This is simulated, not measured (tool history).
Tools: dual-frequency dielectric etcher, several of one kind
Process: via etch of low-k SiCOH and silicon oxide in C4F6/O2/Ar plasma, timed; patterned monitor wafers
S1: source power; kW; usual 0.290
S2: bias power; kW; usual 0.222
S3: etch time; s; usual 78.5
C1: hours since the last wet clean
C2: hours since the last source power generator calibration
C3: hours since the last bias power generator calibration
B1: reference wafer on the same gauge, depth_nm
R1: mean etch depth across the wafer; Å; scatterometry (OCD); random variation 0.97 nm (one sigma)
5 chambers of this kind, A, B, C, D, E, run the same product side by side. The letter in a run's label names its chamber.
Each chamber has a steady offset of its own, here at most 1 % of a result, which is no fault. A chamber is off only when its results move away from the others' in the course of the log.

{"run": "1C", "hour": 7.0, "S1": 0.29, "S2": 0.222, "S3": 78.5, "C1": 299.9, "C2": 1095.5, "C3": 3921.4, "B1": 227.05, "R1": 2052.0}
{"run": "2B", "hour": 14.3, "S1": 0.29, "S2": 0.222, "S3": 78.5, "C1": 571.7, "C2": 2464.2, "C3": 2932.3, "B1": 227.12, "R1": 2068.4}
{"run": "3D", "hour": 23.1, "S1": 0.29, "S2": 0.222, "S3": 78.5, "C1": 191.6, "C2": 1718.1, "C3": 1191.9, "B1": 227.02, "R1": 2094.7}
{"run": "4E", "hour": 31.2, "S1": 0.29, "S2": 0.222, "S3": 78.5, "C1": 152.7, "C2": 582.2, "C3": 114.5, "B1": 227.11, "R1": 2084.3}
{"hour": 33.1, "done": "chamber B: wet clean of the chamber"}
{"run": "5A", "hour": 38.9, "S1": 0.27, "S2": 0.222, "S3": 62.5, "C1": 390.2, "C2": 1635.0, "C3": 146.7, "B1": 227.16, "R1": 1619.7}
{"run": "6E", "hour": 46.6, "S1": 0.27, "S2": 0.222, "S3": 62.5, "C1": 168.1, "C2": 597.6, "C3": 129.9, "B1": 226.88, "R1": 1613.6}
{"run": "7A", "hour": 51.7, "S1": 0.27, "S2": 0.222, "S3": 62.5, "C1": 403.0, "C2": 1647.8, "C3": 159.5, "B1": 227.17, "R1": 1622.9}
{"run": "8C", "hour": 58.9, "S1": 0.27, "S2": 0.222, "S3": 62.5, "C1": 351.8, "C2": 1147.4, "C3": 3973.3, "B1": 227.07, "R1": 1624.6}
{"run": "9B", "hour": 65.8, "S1": 0.27, "S2": 0.222, "S3": 62.5, "C1": 32.8, "C2": 2515.7, "C3": 2983.8, "B1": 227.08, "R1": 1585.8}
{"run": "10D", "hour": 75.8, "S1": 0.29, "S2": 0.222, "S3": 78.5, "C1": 244.3, "C2": 1770.8, "C3": 1244.6, "B1": 226.76, "R1": 2102.0}
{"run": "11E", "hour": 83.1, "S1": 0.29, "S2": 0.222, "S3": 78.5, "C1": 204.6, "C2": 634.1, "C3": 166.4, "B1": 226.85, "R1": 2079.7}
{"run": "12D", "hour": 88.4, "S1": 0.29, "S2": 0.222, "S3": 78.5, "C1": 256.9, "C2": 1783.4, "C3": 1257.2, "B1": 227.04, "R1": 2116.6}
{"run": "13B", "hour": 95.4, "S1": 0.29, "S2": 0.222, "S3": 78.5, "C1": 62.4, "C2": 2545.3, "C3": 3013.4, "B1": 226.72, "R1": 2053.6}
{"run": "14C", "hour": 105.1, "S1": 0.29, "S2": 0.222, "S3": 78.5, "C1": 398.0, "C2": 1193.6, "C3": 4019.5, "B1": 227.12, "R1": 2070.6}
{"run": "15A", "hour": 110.4, "S1": 0.29, "S2": 0.222, "S3": 78.5, "C1": 461.7, "C2": 1706.5, "C3": 218.2, "B1": 226.97, "R1": 2080.8}
{"run": "16C", "hour": 119.5, "S1": 0.29, "S2": 0.222, "S3": 78.5, "C1": 412.4, "C2": 1208.0, "C3": 4033.9, "B1": 227.12, "R1": 2075.0}
{"hour": 123.7, "done": "chamber A: wet clean of the chamber"}
{"run": "17E", "hour": 127.3, "S1": 0.29, "S2": 0.222, "S3": 78.5, "C1": 248.8, "C2": 678.3, "C3": 210.6, "B1": 226.76, "R1": 2080.2}
{"run": "18B", "hour": 131.8, "S1": 0.29, "S2": 0.222, "S3": 78.5, "C1": 98.8, "C2": 2581.7, "C3": 3049.8, "B1": 226.75, "R1": 2056.0}
{"hour": 135.6, "done": "chamber C: wet clean of the chamber"}
{"run": "19D", "hour": 141.7, "S1": 0.29, "S2": 0.17, "S3": 95.0, "C1": 310.2, "C2": 1836.7, "C3": 1310.5, "B1": 227.01, "R1": 2335.1}
{"run": "20A", "hour": 147.6, "S1": 0.29, "S2": 0.17, "S3": 95.0, "C1": 23.9, "C2": 1743.7, "C3": 255.4, "B1": 227.2, "R1": 2417.4}
{"run": "21E", "hour": 154.3, "S1": 0.29, "S2": 0.17, "S3": 95.0, "C1": 275.8, "C2": 705.3, "C3": 237.6, "B1": 226.88, "R1": 2307.3}
{"run": "22D", "hour": 164.2, "S1": 0.29, "S2": 0.17, "S3": 95.0, "C1": 332.7, "C2": 1859.2, "C3": 1333.0, "B1": 226.82, "R1": 2325.5}
{"run": "23B", "hour": 173.7, "S1": 0.29, "S2": 0.17, "S3": 95.0, "C1": 140.7, "C2": 2623.6, "C3": 3091.7, "B1": 226.81, "R1": 2284.3}
{"run": "24C", "hour": 183.0, "S1": 0.29, "S2": 0.222, "S3": 78.5, "C1": 47.4, "C2": 1271.5, "C3": 4097.4, "B1": 227.18, "R1": 2063.3}
{"run": "25A", "hour": 192.0, "S1": 0.31, "S2": 0.257, "S3": 78.5, "C1": 68.3, "C2": 1788.1, "C3": 299.8, "B1": 227.04, "R1": 2337.8}
{"run": "26D", "hour": 200.5, "S1": 0.31, "S2": 0.257, "S3": 78.5, "C1": 369.0, "C2": 1895.5, "C3": 1369.3, "B1": 227.21, "R1": 2256.7}
{"run": "27C", "hour": 206.3, "S1": 0.31, "S2": 0.257, "S3": 78.5, "C1": 70.7, "C2": 1294.8, "C3": 4120.7, "B1": 227.13, "R1": 2226.1}
{"run": "28B", "hour": 215.7, "S1": 0.31, "S2": 0.257, "S3": 78.5, "C1": 182.7, "C2": 2665.6, "C3": 3133.7, "B1": 226.94, "R1": 2203.1}
{"run": "29E", "hour": 222.4, "S1": 0.31, "S2": 0.257, "S3": 78.5, "C1": 343.9, "C2": 773.4, "C3": 305.7, "B1": 227.17, "R1": 2247.5}
{"run": "30A", "hour": 232.2, "S1": 0.29, "S2": 0.222, "S3": 78.5, "C1": 108.5, "C2": 1828.3, "C3": 340.0, "B1": 226.94, "R1": 2185.3}
{"run": "31E", "hour": 239.0, "S1": 0.29, "S2": 0.222, "S3": 78.5, "C1": 360.5, "C2": 790.0, "C3": 322.3, "B1": 226.79, "R1": 2082.3}
{"run": "32C", "hour": 244.8, "S1": 0.29, "S2": 0.222, "S3": 78.5, "C1": 109.2, "C2": 1333.3, "C3": 4159.2, "B1": 226.87, "R1": 2085.3}
{"run": "33D", "hour": 254.5, "S1": 0.29, "S2": 0.222, "S3": 78.5, "C1": 423.0, "C2": 1949.5, "C3": 1423.3, "B1": 227.11, "R1": 2105.9}
{"run": "34B", "hour": 263.2, "S1": 0.29, "S2": 0.222, "S3": 78.5, "C1": 230.2, "C2": 2713.1, "C3": 3181.2, "B1": 226.99, "R1": 2065.6}
{"run": "35A", "hour": 273.1, "S1": 0.29, "S2": 0.222, "S3": 78.5, "C1": 149.4, "C2": 1869.2, "C3": 380.9, "B1": 227.01, "R1": 2167.6}
{"run": "36C", "hour": 281.8, "S1": 0.29, "S2": 0.222, "S3": 78.5, "C1": 146.2, "C2": 1370.3, "C3": 4196.2, "B1": 226.78, "R1": 2074.5}
{"run": "37B", "hour": 286.2, "S1": 0.29, "S2": 0.222, "S3": 56.0, "C1": 253.2, "C2": 2736.1, "C3": 3204.2, "B1": 227.26, "R1": 1457.3}
{"run": "38A", "hour": 294.3, "S1": 0.29, "S2": 0.222, "S3": 56.0, "C1": 170.6, "C2": 1890.4, "C3": 402.1, "B1": 226.92, "R1": 1552.1}
{"run": "39D", "hour": 302.3, "S1": 0.29, "S2": 0.222, "S3": 56.0, "C1": 470.8, "C2": 1997.3, "C3": 1471.1, "B1": 227.27, "R1": 1502.5}
{"run": "40E", "hour": 309.5, "S1": 0.29, "S2": 0.222, "S3": 56.0, "C1": 431.0, "C2": 860.5, "C3": 392.8, "B1": 227.01, "R1": 1493.4}
{"hour": 310.4, "done": "chamber E: wet clean of the chamber"}
{"run": "41B", "hour": 316.8, "S1": 0.29, "S2": 0.222, "S3": 56.0, "C1": 283.8, "C2": 2766.7, "C3": 3234.8, "B1": 227.04, "R1": 1458.2}
{"hour": 321.8, "done": "chamber D: wet clean of the chamber"}
{"run": "42A", "hour": 322.5, "S1": 0.29, "S2": 0.222, "S3": 78.5, "C1": 198.8, "C2": 1918.6, "C3": 430.3, "B1": 226.82, "R1": 2169.6}
{"run": "43E", "hour": 330.3, "S1": 0.29, "S2": 0.222, "S3": 78.5, "C1": 19.9, "C2": 881.3, "C3": 413.6, "B1": 227.14, "R1": 2096.9}
{"run": "44D", "hour": 335.1, "S1": 0.29, "S2": 0.222, "S3": 78.5, "C1": 13.3, "C2": 2030.1, "C3": 1503.9, "B1": 226.99, "R1": 2096.5}

Next, every chamber runs the same settings. What will each give?
{"run": "45A", "hour": 342.3, "S1": 0.29, "S2": 0.222, "S3": 93.0, "R1": "?"}
{"run": "45B", "hour": 342.3, "S1": 0.29, "S2": 0.222, "S3": 93.0, "R1": "?"}
{"run": "45C", "hour": 342.3, "S1": 0.29, "S2": 0.222, "S3": 93.0, "R1": "?"}
{"run": "45D", "hour": 342.3, "S1": 0.29, "S2": 0.222, "S3": 93.0, "R1": "?"}
{"run": "45E", "hour": 342.3, "S1": 0.29, "S2": 0.222, "S3": 93.0, "R1": "?"}

run=45A R1=2596.1
run=45B R1=2433.5
run=45C R1=2463.5
run=45D R1=2489.4
run=45E R1=2445.6
